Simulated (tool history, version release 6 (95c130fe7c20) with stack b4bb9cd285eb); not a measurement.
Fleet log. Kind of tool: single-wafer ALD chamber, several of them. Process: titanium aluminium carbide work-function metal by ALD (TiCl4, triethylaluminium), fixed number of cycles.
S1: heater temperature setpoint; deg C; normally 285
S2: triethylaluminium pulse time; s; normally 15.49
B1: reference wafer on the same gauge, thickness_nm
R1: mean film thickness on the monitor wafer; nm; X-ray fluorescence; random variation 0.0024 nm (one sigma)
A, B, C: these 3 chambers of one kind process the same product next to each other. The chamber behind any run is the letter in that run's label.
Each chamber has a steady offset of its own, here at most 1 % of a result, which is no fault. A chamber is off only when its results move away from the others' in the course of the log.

{"run": "1C", "hour": 11.8, "S1": 285, "S2": 15.49, "B1": 1.6298, "R1": 1.9258}
{"run": "2B", "hour": 22.8, "S1": 285, "S2": 15.49, "B1": 1.6293, "R1": 1.9128}
{"run": "3A", "hour": 35.8, "S1": 285, "S2": 15.49, "B1": 1.6292, "R1": 1.933}
{"run": "4B", "hour": 49.0, "S1": 285, "S2": 15.49, "B1": 1.6287, "R1": 1.9068}
{"run": "5C", "hour": 61.0, "S1": 285, "S2": 15.49, "B1": 1.6286, "R1": 1.9239}
{"run": "6A", "hour": 72.2, "S1": 285, "S2": 15.49, "B1": 1.6287, "R1": 1.9276}
{"run": "7A", "hour": 85.4, "S1": 285, "S2": 15.49, "B1": 1.6281, "R1": 1.9306}
{"run": "8C", "hour": 93.9, "S1": 285, "S2": 15.49, "B1": 1.6276, "R1": 1.9204}
{"run": "9B", "hour": 107.4, "S1": 285, "S2": 15.49, "B1": 1.6274, "R1": 1.9088}
{"run": "10B", "hour": 113.5, "S1": 285, "S2": 15.49, "B1": 1.6275, "R1": 1.9075}
{"run": "11C", "hour": 120.1, "S1": 285, "S2": 15.49, "B1": 1.6271, "R1": 1.9188}
{"run": "12A", "hour": 129.3, "S1": 285, "S2": 15.49, "B1": 1.6266, "R1": 1.9224}
{"run": "13B", "hour": 137.8, "S1": 285, "S2": 15.49, "B1": 1.627, "R1": 1.9077}
{"run": "14C", "hour": 146.7, "S1": 285, "S2": 15.49, "B1": 1.6266, "R1": 1.921}
{"run": "15A", "hour": 159.1, "S1": 285, "S2": 15.49, "B1": 1.6265, "R1": 1.9298}
{"run": "16A", "hour": 172.1, "S1": 285, "S2": 15.49, "B1": 1.6259, "R1": 1.924}
{"run": "17B", "hour": 179.5, "S1": 285, "S2": 15.49, "B1": 1.6262, "R1": 1.9067}
{"run": "18C", "hour": 187.4, "S1": 285, "S2": 15.49, "B1": 1.6259, "R1": 1.9138}
{"run": "19C", "hour": 198.9, "S1": 285, "S2": 15.49, "B1": 1.6256, "R1": 1.9201}
{"run": "20A", "hour": 210.2, "S1": 285, "S2": 15.49, "B1": 1.625, "R1": 1.9228}
{"run": "21B", "hour": 222.1, "S1": 285, "S2": 15.49, "B1": 1.6253, "R1": 1.9065}
{"run": "22A", "hour": 228.9, "S1": 285, "S2": 15.49, "B1": 1.6245, "R1": 1.9273}
{"run": "23C", "hour": 236.8, "S1": 285, "S2": 15.49, "B1": 1.6246, "R1": 1.9195}
{"run": "24B", "hour": 245.9, "S1": 285, "S2": 15.49, "B1": 1.6244, "R1": 1.9015}
{"run": "25A", "hour": 254.3, "S1": 278, "S2": 15.49, "B1": 1.6237, "R1": 1.8607}
{"run": "26C", "hour": 261.7, "S1": 278, "S2": 15.49, "B1": 1.6237, "R1": 1.8538}
{"run": "27B", "hour": 268.0, "S1": 278, "S2": 15.49, "B1": 1.624, "R1": 1.8426}
{"run": "28B", "hour": 276.6, "S1": 285, "S2": 15.49, "B1": 1.6239, "R1": 1.901}
{"run": "29A", "hour": 289.8, "S1": 285, "S2": 15.49, "B1": 1.6234, "R1": 1.9248}
{"run": "30C", "hour": 300.2, "S1": 285, "S2": 15.49, "B1": 1.6233, "R1": 1.9118}
{"hour": 306.8, "done": "chamber A: thermocouple changed; heater temperature recalibrated"}
{"run": "31A", "hour": 310.5, "S1": 290, "S2": 17.62, "B1": 1.6226, "R1": 1.9724}
{"run": "32C", "hour": 324.0, "S1": 290, "S2": 17.62, "B1": 1.6229, "R1": 1.9668}
{"run": "33B", "hour": 332.5, "S1": 290, "S2": 17.62, "B1": 1.6216, "R1": 1.951}
{"run": "34C", "hour": 343.2, "S1": 285, "S2": 15.49, "B1": 1.6212, "R1": 1.9125}

Has any chamber moved away from the others, gradually or after a service, or does the common gauge drift, or do the chambers differ only by their own small steady offsets? State the chamber and the most likely cause if one applies.

The shared gauge is drifting. All chambers look as if they move in step, but none is off.
Cause: gauge reads low (%) = 0.503.

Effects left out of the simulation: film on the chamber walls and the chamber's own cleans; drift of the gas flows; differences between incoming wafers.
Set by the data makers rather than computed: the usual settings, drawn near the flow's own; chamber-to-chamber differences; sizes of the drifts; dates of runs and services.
